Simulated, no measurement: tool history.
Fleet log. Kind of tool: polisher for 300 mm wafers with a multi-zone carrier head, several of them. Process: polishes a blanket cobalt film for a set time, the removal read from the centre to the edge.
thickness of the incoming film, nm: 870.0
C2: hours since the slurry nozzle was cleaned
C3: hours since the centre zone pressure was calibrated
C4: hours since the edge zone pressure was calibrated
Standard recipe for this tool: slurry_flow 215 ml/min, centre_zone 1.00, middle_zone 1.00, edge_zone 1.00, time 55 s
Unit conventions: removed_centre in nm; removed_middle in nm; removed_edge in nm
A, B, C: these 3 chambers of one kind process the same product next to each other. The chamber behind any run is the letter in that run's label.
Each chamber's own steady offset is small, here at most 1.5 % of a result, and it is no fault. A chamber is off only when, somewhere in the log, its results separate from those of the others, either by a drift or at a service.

{"hour": 2.1, "done": "chamber C: centre zone pressure recalibrated"}
{"run": "1C", "hour": 9.7, "slurry_flow": 215, "centre_zone": 1.0, "middle_zone": 1.0, "edge_zone": 1.0, "time": 55, "wafers polished on this pad": 1164, "C2": 291.2, "C3": 7.6, "C4": 473.5, "removed_centre": 327.79, "removed_middle": 319.59, "removed_edge": 324.78}
{"run": "2B", "hour": 19.7, "slurry_flow": 215, "centre_zone": 1.0, "middle_zone": 1.0, "edge_zone": 1.0, "time": 55, "wafers polished on this pad": 732, "C2": 473.6, "C3": 557.5, "C4": 842.8, "removed_centre": 333.1, "removed_middle": 327.15, "removed_edge": 330.7}
{"run": "3A", "hour": 29.1, "slurry_flow": 215, "centre_zone": 1.0, "middle_zone": 1.0, "edge_zone": 1.0, "time": 55, "wafers polished on this pad": 811, "C2": 201.0, "C3": 126.0, "C4": 941.5, "removed_centre": 333.38, "removed_middle": 324.6, "removed_edge": 324.93}
{"run": "4C", "hour": 37.5, "slurry_flow": 215, "centre_zone": 1.0, "middle_zone": 1.0, "edge_zone": 1.0, "time": 55, "wafers polished on this pad": 1499, "C2": 319.0, "C3": 35.4, "C4": 501.3, "removed_centre": 332.54, "removed_middle": 318.09, "removed_edge": 319.73}
{"hour": 46.1, "done": "chamber C: worn pad replaced by a new one"}
{"run": "5A", "hour": 46.6, "slurry_flow": 215, "centre_zone": 1.0, "middle_zone": 1.0, "edge_zone": 1.0, "time": 55, "wafers polished on this pad": 1022, "C2": 218.5, "C3": 143.5, "C4": 959.0, "removed_centre": 336.2, "removed_middle": 321.26, "removed_edge": 324.47}
{"run": "6B", "hour": 58.9, "slurry_flow": 215, "centre_zone": 1.0, "middle_zone": 1.0, "edge_zone": 1.0, "time": 55, "wafers polished on this pad": 1205, "C2": 512.8, "C3": 596.7, "C4": 882.0, "removed_centre": 329.33, "removed_middle": 329.04, "removed_edge": 325.59}
{"hour": 61.5, "done": "chamber B: centre zone pressure recalibrated"}
{"hour": 67.6, "done": "chamber B: edge zone pressure recalibrated"}
{"run": "7C", "hour": 69.6, "slurry_flow": 215, "centre_zone": 1.0, "middle_zone": 1.0, "edge_zone": 1.0, "time": 55, "wafers polished on this pad": 283, "C2": 351.1, "C3": 67.5, "C4": 533.4, "removed_centre": 329.48, "removed_middle": 327.8, "removed_edge": 332.34}
{"hour": 74.6, "done": "chamber A: worn pad replaced by a new one"}
{"run": "8B", "hour": 77.6, "slurry_flow": 215, "centre_zone": 1.0, "middle_zone": 1.0, "edge_zone": 1.0, "time": 55, "wafers polished on this pad": 1431, "C2": 531.5, "C3": 16.1, "C4": 10.0, "removed_centre": 327.63, "removed_middle": 336.12, "removed_edge": 326.93}
{"run": "9A", "hour": 90.4, "slurry_flow": 215, "centre_zone": 1.07, "middle_zone": 1.0, "edge_zone": 1.0, "time": 55, "wafers polished on this pad": 191, "C2": 262.3, "C3": 187.3, "C4": 1002.8, "removed_centre": 362.98, "removed_middle": 334.93, "removed_edge": 328.87}
{"run": "10C", "hour": 97.2, "slurry_flow": 215, "centre_zone": 1.07, "middle_zone": 1.0, "edge_zone": 1.0, "time": 55, "wafers polished on this pad": 616, "C2": 378.7, "C3": 95.1, "C4": 561.0, "removed_centre": 355.74, "removed_middle": 324.74, "removed_edge": 325.64}
{"run": "11A", "hour": 104.1, "slurry_flow": 215, "centre_zone": 1.07, "middle_zone": 1.0, "edge_zone": 1.0, "time": 55, "wafers polished on this pad": 356, "C2": 276.0, "C3": 201.0, "C4": 1016.5, "removed_centre": 355.16, "removed_middle": 332.4, "removed_edge": 332.7}
{"run": "12B", "hour": 113.7, "slurry_flow": 215, "centre_zone": 1.0, "middle_zone": 1.0, "edge_zone": 1.0, "time": 55, "wafers polished on this pad": 1866, "C2": 567.6, "C3": 52.2, "C4": 46.1, "removed_centre": 326.25, "removed_middle": 326.26, "removed_edge": 329.38}
{"run": "13B", "hour": 123.4, "slurry_flow": 215, "centre_zone": 1.0, "middle_zone": 1.0, "edge_zone": 1.0, "time": 55, "wafers polished on this pad": 1983, "C2": 577.3, "C3": 61.9, "C4": 55.8, "removed_centre": 324.53, "removed_middle": 321.9, "removed_edge": 321.54}
{"run": "14A", "hour": 136.4, "slurry_flow": 255, "centre_zone": 1.0, "middle_zone": 1.11, "edge_zone": 1.0, "time": 55, "wafers polished on this pad": 745, "C2": 308.3, "C3": 233.3, "C4": 1048.8, "removed_centre": 342.81, "removed_middle": 376.59, "removed_edge": 332.71}
{"hour": 144.0, "done": "chamber C: slurry nozzle cleaned"}
{"run": "15C", "hour": 146.1, "slurry_flow": 255, "centre_zone": 1.0, "middle_zone": 1.11, "edge_zone": 1.0, "time": 55, "wafers polished on this pad": 1206, "C2": 2.2, "C3": 144.0, "C4": 609.9, "removed_centre": 339.9, "removed_middle": 365.05, "removed_edge": 327.74}
{"run": "16C", "hour": 157.5, "slurry_flow": 255, "centre_zone": 1.0, "middle_zone": 1.11, "edge_zone": 1.0, "time": 55, "wafers polished on this pad": 1344, "C2": 13.6, "C3": 155.4, "C4": 621.3, "removed_centre": 338.78, "removed_middle": 372.63, "removed_edge": 336.78}
{"run": "17A", "hour": 163.5, "slurry_flow": 215, "centre_zone": 1.0, "middle_zone": 1.0, "edge_zone": 1.0, "time": 55, "wafers polished on this pad": 1072, "C2": 335.4, "C3": 260.4, "C4": 1075.9, "removed_centre": 332.63, "removed_middle": 331.43, "removed_edge": 327.13}
{"hour": 165.0, "done": "chamber A: worn pad replaced by a new one"}
{"run": "18B", "hour": 176.4, "slurry_flow": 215, "centre_zone": 1.0, "middle_zone": 1.0, "edge_zone": 1.0, "time": 55, "wafers polished on this pad": 2622, "C2": 630.3, "C3": 114.9, "C4": 108.8, "removed_centre": 322.26, "removed_middle": 319.1, "removed_edge": 319.1}
{"hour": 176.8, "done": "chamber C: worn pad replaced by a new one"}
{"run": "19B", "hour": 186.9, "slurry_flow": 215, "centre_zone": 1.0, "middle_zone": 1.0, "edge_zone": 1.0, "time": 55, "wafers polished on this pad": 2749, "C2": 640.8, "C3": 125.4, "C4": 119.3, "removed_centre": 318.94, "removed_middle": 319.88, "removed_edge": 315.85}
{"hour": 190.4, "done": "chamber B: slurry nozzle cleaned"}
{"run": "20C", "hour": 196.7, "slurry_flow": 215, "centre_zone": 1.0, "middle_zone": 1.0, "edge_zone": 0.89, "time": 55, "wafers polished on this pad": 240, "C2": 52.8, "C3": 194.6, "C4": 660.5, "removed_centre": 331.79, "removed_middle": 328.34, "removed_edge": 310.04}
{"run": "21A", "hour": 208.5, "slurry_flow": 215, "centre_zone": 1.0, "middle_zone": 1.0, "edge_zone": 0.89, "time": 55, "wafers polished on this pad": 525, "C2": 380.4, "C3": 305.4, "C4": 1120.9, "removed_centre": 332.87, "removed_middle": 333.17, "removed_edge": 308.39}
{"run": "22B", "hour": 218.6, "slurry_flow": 215, "centre_zone": 1.0, "middle_zone": 1.0, "edge_zone": 0.89, "time": 55, "wafers polished on this pad": 3131, "C2": 28.2, "C3": 157.1, "C4": 151.0, "removed_centre": 314.18, "removed_middle": 323.4, "removed_edge": 302.01}
{"run": "23C", "hour": 227.9, "slurry_flow": 215, "centre_zone": 1.0, "middle_zone": 1.0, "edge_zone": 1.0, "time": 55, "wafers polished on this pad": 616, "C2": 84.0, "C3": 225.8, "C4": 691.7, "removed_centre": 328.77, "removed_middle": 327.44, "removed_edge": 320.17}
{"run": "24A", "hour": 241.2, "slurry_flow": 215, "centre_zone": 1.0, "middle_zone": 1.0, "edge_zone": 1.0, "time": 55, "wafers polished on this pad": 919, "C2": 413.1, "C3": 338.1, "C4": 1153.6, "removed_centre": 335.37, "removed_middle": 329.8, "removed_edge": 325.49}
{"run": "25B", "hour": 250.1, "slurry_flow": 215, "centre_zone": 1.0, "middle_zone": 1.0, "edge_zone": 1.0, "time": 55, "wafers polished on this pad": 3511, "C2": 59.7, "C3": 188.6, "C4": 182.5, "removed_centre": 316.06, "removed_middle": 317.56, "removed_edge": 318.43}
{"run": "26A", "hour": 256.0, "slurry_flow": 215, "centre_zone": 1.0, "middle_zone": 1.08, "edge_zone": 1.0, "time": 55, "wafers polished on this pad": 1098, "C2": 427.9, "C3": 352.9, "C4": 1168.4, "removed_centre": 331.74, "removed_middle": 357.22, "removed_edge": 327.59}
{"run": "27C", "hour": 269.0, "slurry_flow": 215, "centre_zone": 1.0, "middle_zone": 1.08, "edge_zone": 1.0, "time": 55, "wafers polished on this pad": 1112, "C2": 125.1, "C3": 266.9, "C4": 732.8, "removed_centre": 330.61, "removed_middle": 357.34, "removed_edge": 328.87}
{"hour": 275.0, "done": "chamber A: worn pad replaced by a new one"}
{"run": "28A", "hour": 281.3, "slurry_flow": 215, "centre_zone": 1.0, "middle_zone": 1.08, "edge_zone": 1.0, "time": 55, "wafers polished on this pad": 76, "C2": 453.2, "C3": 378.2, "C4": 1193.7, "removed_centre": 333.32, "removed_middle": 356.97, "removed_edge": 329.96}
{"run": "29C", "hour": 293.9, "slurry_flow": 215, "centre_zone": 1.0, "middle_zone": 1.0, "edge_zone": 1.0, "time": 55, "wafers polished on this pad": 1412, "C2": 150.0, "C3": 291.8, "C4": 757.7, "removed_centre": 330.26, "removed_middle": 326.23, "removed_edge": 322.35}
{"run": "30B", "hour": 305.2, "slurry_flow": 215, "centre_zone": 1.0, "middle_zone": 1.0, "edge_zone": 1.0, "time": 55, "wafers polished on this pad": 4176, "C2": 114.8, "C3": 243.7, "C4": 237.6, "removed_centre": 309.09, "removed_middle": 314.14, "removed_edge": 307.2}
{"hour": 309.5, "done": "chamber C: worn pad replaced by a new one"}
{"run": "31C", "hour": 312.7, "slurry_flow": 215, "centre_zone": 1.0, "middle_zone": 1.0, "edge_zone": 1.09, "time": 42, "wafers polished on this pad": 39, "C2": 168.8, "C3": 310.6, "C4": 776.5, "removed_centre": 252.88, "removed_middle": 247.87, "removed_edge": 258.76}
{"run": "32B", "hour": 323.7, "slurry_flow": 215, "centre_zone": 1.0, "middle_zone": 1.0, "edge_zone": 1.09, "time": 42, "wafers polished on this pad": 4399, "C2": 133.3, "C3": 262.2, "C4": 256.1, "removed_centre": 235.83, "removed_middle": 234.67, "removed_edge": 245.2}
{"run": "33A", "hour": 335.6, "slurry_flow": 215, "centre_zone": 1.0, "middle_zone": 1.0, "edge_zone": 1.09, "time": 42, "wafers polished on this pad": 731, "C2": 507.5, "C3": 432.5, "C4": 1248.0, "removed_centre": 257.57, "removed_middle": 250.62, "removed_edge": 266.12}
{"run": "34C", "hour": 342.5, "slurry_flow": 215, "centre_zone": 1.0, "middle_zone": 1.0, "edge_zone": 1.0, "time": 55, "wafers polished on this pad": 398, "C2": 198.6, "C3": 340.4, "C4": 806.3, "removed_centre": 333.81, "removed_middle": 323.12, "removed_edge": 325.29}

One chamber off, gauge drift, or nothing amiss beyond the chambers' own small offsets? If it is a chamber, which one, and what is the likeliest cause?

Little by little, chamber B moves away from the other chambers.
Most likely cause: removal rate lost through wear of the pad, % = 7.3.

Here are 4 candidates for chamber B's next run, each the usual settings with a change, their results left as question marks. Which one brings its results back in line with what the others give on the usual settings?
In-line tolerance around the mean of the other chambers on the usual settings: removed_centre 7.30 nm; removed_middle 15.00 nm; removed_edge 14.00 nm
{"run": "35B-1", "hour": 352.1, "slurry_flow": 215, "centre_zone": 1.01, "middle_zone": 1.0, "edge_zone": 1.0, "time": 59, "removed_centre": "?", "removed_middle": "?", "removed_edge": "?"}
{"run": "35B-2", "hour": 352.1, "slurry_flow": 215, "centre_zone": 1.01, "middle_zone": 1.0, "edge_zone": 1.0, "time": 56, "removed_centre": "?", "removed_middle": "?", "removed_edge": "?"}
{"run": "35B-3", "hour": 352.1, "slurry_flow": 215, "centre_zone": 0.99, "middle_zone": 1.0, "edge_zone": 1.0, "time": 51, "removed_centre": "?", "removed_middle": "?", "removed_edge": "?"}
{"run": "35B-4", "hour": 352.1, "slurry_flow": 215, "centre_zone": 1.0, "middle_zone": 1.0, "edge_zone": 1.0, "time": 54, "removed_centre": "?", "removed_middle": "?", "removed_edge": "?"}

The mean the other chambers reach with the usual settings: removed_centre 332.16 nm; removed_middle 327.41 nm; removed_edge 327.14 nm
run=35B-1 removed_centre=332.58 removed_middle=329.54 removed_edge=324.75
run=35B-2 removed_centre=315.67 removed_middle=312.78 removed_edge=308.24
run=35B-3 removed_centre=281.21 removed_middle=284.89 removed_edge=280.72
run=35B-4 removed_centre=301.08 removed_middle=301.63 removed_edge=297.23
35B-1 brings the chamber back in line.
